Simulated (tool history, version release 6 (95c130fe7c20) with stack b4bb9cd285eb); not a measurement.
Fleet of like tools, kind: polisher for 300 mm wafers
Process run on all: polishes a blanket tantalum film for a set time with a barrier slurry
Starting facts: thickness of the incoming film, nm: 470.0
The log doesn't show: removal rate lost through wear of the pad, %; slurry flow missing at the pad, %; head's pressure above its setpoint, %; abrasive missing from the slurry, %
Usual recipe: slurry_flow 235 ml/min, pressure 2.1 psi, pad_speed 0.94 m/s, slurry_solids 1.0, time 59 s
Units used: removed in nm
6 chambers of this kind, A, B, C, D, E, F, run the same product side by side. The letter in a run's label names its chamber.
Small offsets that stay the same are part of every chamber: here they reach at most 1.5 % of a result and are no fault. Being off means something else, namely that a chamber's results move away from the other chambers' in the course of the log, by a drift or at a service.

run   hour  slurry_flow  pressure  pad_speed  slurry_solids  time  wafers polished on this pad  hours since the slurry nozzle was cleaned  hours since the head pressure was calibrated  hours since the slurry blender was calibrated  removed
 1A    5.3          235       2.1       0.94            1.0    59                          894                                       81.7                                         241.0                                          158.9  100.560
 2C    7.8          235       2.1       0.94            1.0    59                          768                                       65.0                                         763.8                                          183.5  100.600
       8.6  -- chamber F: worn pad replaced by a new one
      12.2  -- chamber A: worn pad replaced by a new one
 3B   12.7          235       2.1       0.94            1.0    59                          755                                       94.4                                          29.3                                          151.6   98.724
      13.4  -- chamber D: worn pad replaced by a new one
 4F   16.7          235       2.1       0.94            1.0    59                          102                                      392.9                                          74.6                                          194.5  100.410
 5D   20.1          235       2.1       0.94            1.0    59                           84                                       72.1                                         782.4                                          209.5  102.250
      24.0  -- chamber D: head pressure recalibrated
 6E   25.1          235       2.1       0.94            1.0    59                          717                                      271.1                                         376.7                                           34.3   99.800
 7C   29.9          235       2.1       0.94            1.0    59                         1046                                       87.1                                         785.9                                          205.6  102.860
      31.4  -- chamber D: slurry blender recalibrated
      31.5  -- chamber E: worn pad replaced by a new one
 8F   32.6          280       2.1       0.94            1.0    59                          303                                      408.8                                          90.5                                          210.4  102.910
 9D   34.9          280       2.1       0.94            1.0    59                          271                                       86.9                                          11.0                                            3.5  104.260
10B   37.2          280       2.1       0.94            1.0    59                         1064                                      118.9                                          53.8                                          176.1  102.520
11A   41.8          280       2.1       0.94            1.0    59                          372                                      118.2                                         277.5                                          195.4  104.160
      46.1  -- chamber B: worn pad replaced by a new one
12E   46.1          280       2.1       0.94            1.0    59                          184                                      292.1                                         397.7                                           55.3  102.960
      47.6  -- chamber E: head pressure recalibrated
13C   50.5          280       2.1       0.94            1.0    59                         1306                                      107.7                                         806.5                                          226.2  103.650
14F   55.6          235       2.1       0.94            1.0    59                          592                                      431.8                                         113.5                                          233.4  100.220
15A   60.1          235       2.1       0.94            1.0    59                          603                                      136.5                                         295.8                                          213.7   99.401
      62.2  -- chamber F: slurry blender recalibrated
16D   62.7          235       2.1       0.94            1.0    59                          621                                      114.7                                          38.8                                           31.3  103.000
17B   65.6          235       2.1       0.94            1.0    59                          246                                      147.3                                          82.2                                          204.5   99.447
18E   70.7          235       1.9       0.80            1.0    59                          494                                      316.7                                          23.2                                           79.9   79.937
19F   74.4          235       1.9       0.80            1.0    59                          829                                      450.6                                         132.3                                           12.3   78.015
20D   78.8          235       1.9       0.80            1.0    59                          824                                      130.8                                          54.9                                           47.4   78.177
21C   83.6          235       1.9       0.80            1.0    59                         1722                                      140.8                                         839.6                                          259.3   76.230
      87.0  -- chamber C: slurry blender recalibrated
      87.2  -- chamber D: worn pad replaced by a new one
22B   88.8          235       1.9       0.80            1.0    59                          538                                      170.5                                         105.4                                          227.7   77.904
      90.4  -- chamber A: worn pad replaced by a new one
23A   93.5          235       1.9       0.80            1.0    59                           39                                      169.9                                         329.2                                          247.1   77.047
      94.5  -- chamber B: slurry blender recalibrated
24E   98.7          235       2.1       0.94            1.0    59                          847                                      344.7                                          51.2                                          107.9  101.360
25A  103.0          235       2.1       0.94            1.0    59                          158                                      179.4                                         338.7                                          256.6  100.340
26D  108.0          235       2.1       0.94            1.0    59                          263                                      160.0                                          84.1                                           76.6  102.550
     108.5  -- chamber E: worn pad replaced by a new one
     109.4  -- chamber E: slurry nozzle cleaned
27B  110.7          235       2.1       0.94            1.0    59                          814                                      192.4                                         127.3                                           16.2   99.773
28F  114.9          235       2.1       0.94            1.0    59                         1339                                      491.1                                         172.8                                           52.8   98.263
29E  120.2          235       2.8       0.94            1.0    46                          148                                       10.8                                          72.7                                          129.4  106.450
30C  124.9          235       2.8       0.94            1.0    46                         2243                                      182.1                                         880.9                                           38.0   99.317
     125.6  -- chamber B: worn pad replaced by a new one
     127.3  -- chamber A: slurry blender recalibrated
31C  128.2          235       2.8       0.94            1.0    46                         2284                                      185.4                                         884.2                                           41.3  100.850
32D  132.0          235       2.8       0.94            1.0    46                          565                                      184.0                                         108.1                                          100.6  105.570
     133.0  -- chamber E: slurry blender recalibrated
33E  137.1          235       2.8       0.94            1.0    46                          361                                       27.7                                          89.6                                            4.2  105.340
     140.4  -- chamber F: worn pad replaced by a new one
34B  142.0          235       2.8       0.94            1.0    46                          207                                      223.7                                         158.6                                           47.5  105.190
35A  145.0          235       2.1       0.94            1.0    59                          687                                      221.4                                         380.7                                           17.7   98.215
36F  148.4          175       2.1       1.20            1.0    59                          101                                      524.6                                         206.3                                           86.3  123.250
37D  152.2          175       2.1       1.20            1.0    59                          819                                      204.2                                         128.3                                          120.8  123.120
38A  154.9          175       2.1       1.20            1.0    59                          812                                      231.3                                         390.6                                           27.6  122.810

One chamber off, gauge drift, or nothing amiss beyond the chambers' own small offsets? If it is a chamber, which one, and what is the likeliest cause?

It is chamber C that slowly wanders off from its peers.
Most likely cause: removal rate lost through wear of the pad, % = 10.
The log might look much the same if the cause were instead: head's pressure below its setpoint, %.

Here are 4 candidates for chamber C's next run, each the usual settings with a change, their results left as question marks. Which one brings its results back in line with what the others give on the usual settings?
Counts as in line when no further than this from what the other chambers average on the usual settings: removed 3.400 nm
39C-1  158.6          235       2.1       0.94            1.0    54                                                                                                                                                                             ?
39C-2  158.6          235       2.3       0.94            1.0    65                                                                                                                                                                             ?
39C-3  158.6          235       2.0       0.88            1.0    55                                                                                                                                                                             ?
39C-4  158.6          235       2.2       0.96            1.0    61                                                                                                                                                                             ?

The other chambers' mean on the usual settings: removed 101.110 nm
  run  removed
39C-1   84.150
39C-2  111.050
39C-3   76.452
39C-4  101.720
With 39C-4, the chamber falls back in line with the rest.
